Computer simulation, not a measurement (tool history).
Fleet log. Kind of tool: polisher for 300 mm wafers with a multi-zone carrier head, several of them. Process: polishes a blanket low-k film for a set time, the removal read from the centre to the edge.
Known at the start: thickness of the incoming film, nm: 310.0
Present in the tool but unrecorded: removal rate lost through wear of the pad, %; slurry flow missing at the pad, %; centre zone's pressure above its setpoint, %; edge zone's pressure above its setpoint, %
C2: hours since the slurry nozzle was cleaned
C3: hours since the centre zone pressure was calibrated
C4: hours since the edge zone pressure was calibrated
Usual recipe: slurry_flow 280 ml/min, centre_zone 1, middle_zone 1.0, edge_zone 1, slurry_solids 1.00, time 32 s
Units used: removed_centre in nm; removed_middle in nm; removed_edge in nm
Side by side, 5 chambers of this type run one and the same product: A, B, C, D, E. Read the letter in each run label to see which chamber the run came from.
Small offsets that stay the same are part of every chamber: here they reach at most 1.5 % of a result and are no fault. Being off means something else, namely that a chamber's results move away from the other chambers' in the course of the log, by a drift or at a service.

{"hour": 8.1, "done": "chamber E: edge zone pressure recalibrated"}
{"run": "1E", "hour": 9.6, "slurry_flow": 280, "centre_zone": 1, "middle_zone": 1.0, "edge_zone": 1, "slurry_solids": 1.0, "time": 32, "wafers polished on this pad": 990, "C2": 24.4, "C3": 214.2, "C4": 1.6, "removed_centre": 12.706, "removed_middle": 12.913, "removed_edge": 13.192}
{"run": "2B", "hour": 18.0, "slurry_flow": 280, "centre_zone": 1, "middle_zone": 1.0, "edge_zone": 1, "slurry_solids": 1.0, "time": 32, "wafers polished on this pad": 231, "C2": 629.7, "C3": 1036.4, "C4": 211.9, "removed_centre": 13.163, "removed_middle": 13.143, "removed_edge": 12.79}
{"run": "3C", "hour": 26.4, "slurry_flow": 280, "centre_zone": 1, "middle_zone": 1.0, "edge_zone": 1, "slurry_solids": 1.0, "time": 32, "wafers polished on this pad": 787, "C2": 287.2, "C3": 686.7, "C4": 81.6, "removed_centre": 13.101, "removed_middle": 12.983, "removed_edge": 12.844}
{"hour": 26.8, "done": "chamber E: worn pad replaced by a new one"}
{"run": "4A", "hour": 33.3, "slurry_flow": 280, "centre_zone": 1, "middle_zone": 1.0, "edge_zone": 1, "slurry_solids": 1.0, "time": 32, "wafers polished on this pad": 743, "C2": 259.2, "C3": 417.1, "C4": 633.9, "removed_centre": 12.9, "removed_middle": 12.878, "removed_edge": 12.75}
{"run": "5D", "hour": 43.2, "slurry_flow": 280, "centre_zone": 1, "middle_zone": 1.0, "edge_zone": 1, "slurry_solids": 1.0, "time": 32, "wafers polished on this pad": 1119, "C2": 133.9, "C3": 454.4, "C4": 476.8, "removed_centre": 12.826, "removed_middle": 12.824, "removed_edge": 12.766}
{"hour": 44.0, "done": "chamber C: worn pad replaced by a new one"}
{"hour": 48.7, "done": "chamber A: edge zone pressure recalibrated"}
{"run": "6A", "hour": 48.9, "slurry_flow": 280, "centre_zone": 1, "middle_zone": 1.0, "edge_zone": 1, "slurry_solids": 1.0, "time": 32, "wafers polished on this pad": 896, "C2": 274.8, "C3": 432.7, "C4": 0.3, "removed_centre": 13.022, "removed_middle": 12.998, "removed_edge": 12.932}
{"hour": 57.8, "done": "chamber B: worn pad replaced by a new one"}
{"run": "7D", "hour": 58.1, "slurry_flow": 280, "centre_zone": 1, "middle_zone": 1.0, "edge_zone": 1, "slurry_solids": 1.0, "time": 32, "wafers polished on this pad": 1265, "C2": 148.8, "C3": 469.3, "C4": 491.7, "removed_centre": 12.986, "removed_middle": 12.87, "removed_edge": 13.374}
{"run": "8E", "hour": 65.7, "slurry_flow": 280, "centre_zone": 1, "middle_zone": 1.1, "edge_zone": 1, "slurry_solids": 1.0, "time": 32, "wafers polished on this pad": 383, "C2": 80.5, "C3": 270.3, "C4": 57.7, "removed_centre": 13.039, "removed_middle": 14.233, "removed_edge": 12.917}
{"run": "9C", "hour": 70.2, "slurry_flow": 280, "centre_zone": 1, "middle_zone": 1.1, "edge_zone": 1, "slurry_solids": 1.0, "time": 32, "wafers polished on this pad": 257, "C2": 331.0, "C3": 730.5, "C4": 125.4, "removed_centre": 13.093, "removed_middle": 14.491, "removed_edge": 13.012}
{"run": "10B", "hour": 75.7, "slurry_flow": 280, "centre_zone": 1, "middle_zone": 1.1, "edge_zone": 1, "slurry_solids": 1.0, "time": 32, "wafers polished on this pad": 176, "C2": 687.4, "C3": 1094.1, "C4": 269.6, "removed_centre": 13.133, "removed_middle": 14.375, "removed_edge": 12.974}
{"hour": 75.9, "done": "chamber D: worn pad replaced by a new one"}
{"hour": 82.0, "done": "chamber C: centre zone pressure recalibrated"}
{"run": "11D", "hour": 82.2, "slurry_flow": 280, "centre_zone": 1, "middle_zone": 1.1, "edge_zone": 1, "slurry_solids": 1.0, "time": 32, "wafers polished on this pad": 62, "C2": 172.9, "C3": 493.4, "C4": 515.8, "removed_centre": 13.043, "removed_middle": 14.377, "removed_edge": 12.96}
{"hour": 83.7, "done": "chamber B: slurry nozzle cleaned"}
{"run": "12A", "hour": 88.2, "slurry_flow": 280, "centre_zone": 1, "middle_zone": 1.1, "edge_zone": 1, "slurry_solids": 1.0, "time": 32, "wafers polished on this pad": 1282, "C2": 314.1, "C3": 472.0, "C4": 39.6, "removed_centre": 13.017, "removed_middle": 14.099, "removed_edge": 13.104}
{"run": "13C", "hour": 96.0, "slurry_flow": 280, "centre_zone": 1, "middle_zone": 1.0, "edge_zone": 1, "slurry_solids": 1.0, "time": 32, "wafers polished on this pad": 510, "C2": 356.8, "C3": 14.0, "C4": 151.2, "removed_centre": 13.224, "removed_middle": 13.246, "removed_edge": 12.892}
{"hour": 97.8, "done": "chamber A: worn pad replaced by a new one"}
{"hour": 98.5, "done": "chamber C: slurry nozzle cleaned"}
{"run": "14B", "hour": 102.7, "slurry_flow": 280, "centre_zone": 1, "middle_zone": 1.0, "edge_zone": 1, "slurry_solids": 1.0, "time": 32, "wafers polished on this pad": 442, "C2": 19.1, "C3": 1121.1, "C4": 296.6, "removed_centre": 12.899, "removed_middle": 12.952, "removed_edge": 12.773}
{"run": "15E", "hour": 107.2, "slurry_flow": 280, "centre_zone": 1, "middle_zone": 1.0, "edge_zone": 1, "slurry_solids": 1.0, "time": 32, "wafers polished on this pad": 790, "C2": 122.0, "C3": 311.8, "C4": 99.2, "removed_centre": 13.274, "removed_middle": 13.013, "removed_edge": 12.842}
{"hour": 112.0, "done": "chamber B: worn pad replaced by a new one"}
{"run": "16B", "hour": 115.2, "slurry_flow": 280, "centre_zone": 1, "middle_zone": 1.0, "edge_zone": 1, "slurry_solids": 1.0, "time": 32, "wafers polished on this pad": 31, "C2": 31.6, "C3": 1133.6, "C4": 309.1, "removed_centre": 13.209, "removed_middle": 13.498, "removed_edge": 13.126}
{"run": "17D", "hour": 123.2, "slurry_flow": 280, "centre_zone": 1, "middle_zone": 1.0, "edge_zone": 1, "slurry_solids": 1.0, "time": 32, "wafers polished on this pad": 465, "C2": 213.9, "C3": 534.4, "C4": 556.8, "removed_centre": 13.055, "removed_middle": 13.213, "removed_edge": 13.172}
{"run": "18C", "hour": 127.9, "slurry_flow": 280, "centre_zone": 1, "middle_zone": 1.0, "edge_zone": 1, "slurry_solids": 1.0, "time": 32, "wafers polished on this pad": 824, "C2": 29.4, "C3": 45.9, "C4": 183.1, "removed_centre": 13.003, "removed_middle": 13.086, "removed_edge": 13.137}
{"run": "19A", "hour": 134.9, "slurry_flow": 280, "centre_zone": 1, "middle_zone": 1.0, "edge_zone": 1, "slurry_solids": 1.0, "time": 32, "wafers polished on this pad": 365, "C2": 360.8, "C3": 518.7, "C4": 86.3, "removed_centre": 12.618, "removed_middle": 12.988, "removed_edge": 12.743}
{"hour": 139.4, "done": "chamber C: worn pad replaced by a new one"}
{"hour": 143.5, "done": "chamber B: centre zone pressure recalibrated"}
{"run": "20E", "hour": 143.6, "slurry_flow": 280, "centre_zone": 1, "middle_zone": 1.0, "edge_zone": 1, "slurry_solids": 1.0, "time": 32, "wafers polished on this pad": 1148, "C2": 158.4, "C3": 348.2, "C4": 135.6, "removed_centre": 12.96, "removed_middle": 12.916, "removed_edge": 12.905}
{"run": "21A", "hour": 149.0, "slurry_flow": 280, "centre_zone": 1, "middle_zone": 1.0, "edge_zone": 1, "slurry_solids": 1.0, "time": 32, "wafers polished on this pad": 503, "C2": 374.9, "C3": 532.8, "C4": 100.4, "removed_centre": 12.837, "removed_middle": 13.289, "removed_edge": 13.134}
{"run": "22D", "hour": 156.3, "slurry_flow": 280, "centre_zone": 1, "middle_zone": 1.0, "edge_zone": 1, "slurry_solids": 1.0, "time": 32, "wafers polished on this pad": 790, "C2": 247.0, "C3": 567.5, "C4": 589.9, "removed_centre": 12.949, "removed_middle": 13.037, "removed_edge": 12.862}
{"hour": 163.2, "done": "chamber E: worn pad replaced by a new one"}
{"hour": 165.4, "done": "chamber B: worn pad replaced by a new one"}
{"run": "23E", "hour": 166.0, "slurry_flow": 280, "centre_zone": 1, "middle_zone": 1.0, "edge_zone": 1, "slurry_solids": 0.75, "time": 32, "wafers polished on this pad": 28, "C2": 180.8, "C3": 370.6, "C4": 158.0, "removed_centre": 11.401, "removed_middle": 11.537, "removed_edge": 11.484}
{"run": "24C", "hour": 175.5, "slurry_flow": 280, "centre_zone": 1, "middle_zone": 1.0, "edge_zone": 1, "slurry_solids": 0.75, "time": 32, "wafers polished on this pad": 354, "C2": 77.0, "C3": 93.5, "C4": 230.7, "removed_centre": 11.356, "removed_middle": 11.7, "removed_edge": 11.132}
{"run": "25B", "hour": 180.5, "slurry_flow": 280, "centre_zone": 1, "middle_zone": 1.0, "edge_zone": 1, "slurry_solids": 0.75, "time": 32, "wafers polished on this pad": 148, "C2": 96.9, "C3": 37.1, "C4": 374.4, "removed_centre": 12.456, "removed_middle": 11.4, "removed_edge": 11.315}
{"run": "26C", "hour": 189.4, "slurry_flow": 280, "centre_zone": 1, "middle_zone": 1.0, "edge_zone": 1, "slurry_solids": 0.75, "time": 32, "wafers polished on this pad": 491, "C2": 90.9, "C3": 107.4, "C4": 244.6, "removed_centre": 11.304, "removed_middle": 11.279, "removed_edge": 11.094}
{"run": "27E", "hour": 197.7, "slurry_flow": 280, "centre_zone": 1, "middle_zone": 1.0, "edge_zone": 1, "slurry_solids": 0.75, "time": 32, "wafers polished on this pad": 339, "C2": 212.5, "C3": 402.3, "C4": 189.7, "removed_centre": 11.286, "removed_middle": 11.197, "removed_edge": 11.246}
{"run": "28B", "hour": 206.5, "slurry_flow": 280, "centre_zone": 1, "middle_zone": 1.0, "edge_zone": 1, "slurry_solids": 1.0, "time": 32, "wafers polished on this pad": 403, "C2": 122.9, "C3": 63.1, "C4": 400.4, "removed_centre": 14.057, "removed_middle": 12.905, "removed_edge": 12.98}
{"run": "29D", "hour": 213.6, "slurry_flow": 280, "centre_zone": 1, "middle_zone": 1.0, "edge_zone": 1, "slurry_solids": 1.0, "time": 32, "wafers polished on this pad": 1353, "C2": 304.3, "C3": 624.8, "C4": 647.2, "removed_centre": 12.704, "removed_middle": 13.122, "removed_edge": 13.176}
{"hour": 220.2, "done": "chamber D: worn pad replaced by a new one"}
{"run": "30A", "hour": 221.7, "slurry_flow": 280, "centre_zone": 1, "middle_zone": 1.0, "edge_zone": 1, "slurry_solids": 1.0, "time": 39, "wafers polished on this pad": 1217, "C2": 447.6, "C3": 605.5, "C4": 173.1, "removed_centre": 15.635, "removed_middle": 15.78, "removed_edge": 15.8}
{"run": "31E", "hour": 226.3, "slurry_flow": 280, "centre_zone": 1, "middle_zone": 1.0, "edge_zone": 1, "slurry_solids": 1.0, "time": 39, "wafers polished on this pad": 620, "C2": 241.1, "C3": 430.9, "C4": 218.3, "removed_centre": 16.013, "removed_middle": 16.094, "removed_edge": 15.834}
{"hour": 229.8, "done": "chamber C: worn pad replaced by a new one"}
{"run": "32D", "hour": 231.1, "slurry_flow": 280, "centre_zone": 1, "middle_zone": 1.0, "edge_zone": 1, "slurry_solids": 1.0, "time": 39, "wafers polished on this pad": 107, "C2": 321.8, "C3": 642.3, "C4": 664.7, "removed_centre": 15.703, "removed_middle": 15.726, "removed_edge": 15.883}
{"hour": 234.6, "done": "chamber B: worn pad replaced by a new one"}
{"run": "33B", "hour": 236.0, "slurry_flow": 280, "centre_zone": 1, "middle_zone": 1.0, "edge_zone": 1, "slurry_solids": 1.0, "time": 39, "wafers polished on this pad": 14, "C2": 152.4, "C3": 92.6, "C4": 429.9, "removed_centre": 17.477, "removed_middle": 16.003, "removed_edge": 15.954}
{"run": "34C", "hour": 243.3, "slurry_flow": 280, "centre_zone": 1, "middle_zone": 1.0, "edge_zone": 1, "slurry_solids": 1.0, "time": 39, "wafers polished on this pad": 133, "C2": 144.8, "C3": 161.3, "C4": 298.5, "removed_centre": 15.822, "removed_middle": 16.113, "removed_edge": 15.958}

Does one chamber stand apart from the rest, does the shared gauge drift, or is all well apart from small per-chamber offsets? Give the chamber and the most likely cause, where there is one.

The work done on chamber B during a service left it standing apart from the others.
Most likely cause: centre zone's pressure above its setpoint, % = 9.94.

Chamber B could run next with any of the 4 candidate recipes listed below; each alters the usual settings, and their results appear as question marks. Which one brings its results back in line with what the other chambers deliver on the usual settings?
Maximum distance from the other chambers' mean on the usual settings for a result to count as in line: removed_centre 0.550 nm; removed_middle 0.610 nm; removed_edge 0.490 nm
{"run": "35B-1", "hour": 250.6, "slurry_flow": 280, "centre_zone": 0.98, "middle_zone": 1.0, "edge_zone": 1.01, "slurry_solids": 1.0, "time": 32, "removed_centre": "?", "removed_middle": "?", "removed_edge": "?"}
{"run": "35B-2", "hour": 250.6, "slurry_flow": 285, "centre_zone": 1.09, "middle_zone": 0.99, "edge_zone": 0.97, "slurry_solids": 1.0, "time": 32, "removed_centre": "?", "removed_middle": "?", "removed_edge": "?"}
{"run": "35B-3", "hour": 250.6, "slurry_flow": 275, "centre_zone": 0.92, "middle_zone": 1.01, "edge_zone": 1.03, "slurry_solids": 1.0, "time": 32, "removed_centre": "?", "removed_middle": "?", "removed_edge": "?"}
{"run": "35B-4", "hour": 250.6, "slurry_flow": 280, "centre_zone": 1.02, "middle_zone": 1.0, "edge_zone": 0.99, "slurry_solids": 1.0, "time": 32, "removed_centre": "?", "removed_middle": "?", "removed_edge": "?"}

The mean the other chambers reach with the usual settings: removed_centre 12.983 nm; removed_middle 13.001 nm; removed_edge 12.963 nm
run=35B-1 removed_centre=14.025 removed_middle=13.059 removed_edge=12.969
run=35B-2 removed_centre=15.742 removed_middle=12.954 removed_edge=12.715
run=35B-3 removed_centre=13.079 removed_middle=13.160 removed_edge=13.085
run=35B-4 removed_centre=14.638 removed_middle=13.056 removed_edge=12.832
35B-3 puts the chamber back in line with the other chambers.

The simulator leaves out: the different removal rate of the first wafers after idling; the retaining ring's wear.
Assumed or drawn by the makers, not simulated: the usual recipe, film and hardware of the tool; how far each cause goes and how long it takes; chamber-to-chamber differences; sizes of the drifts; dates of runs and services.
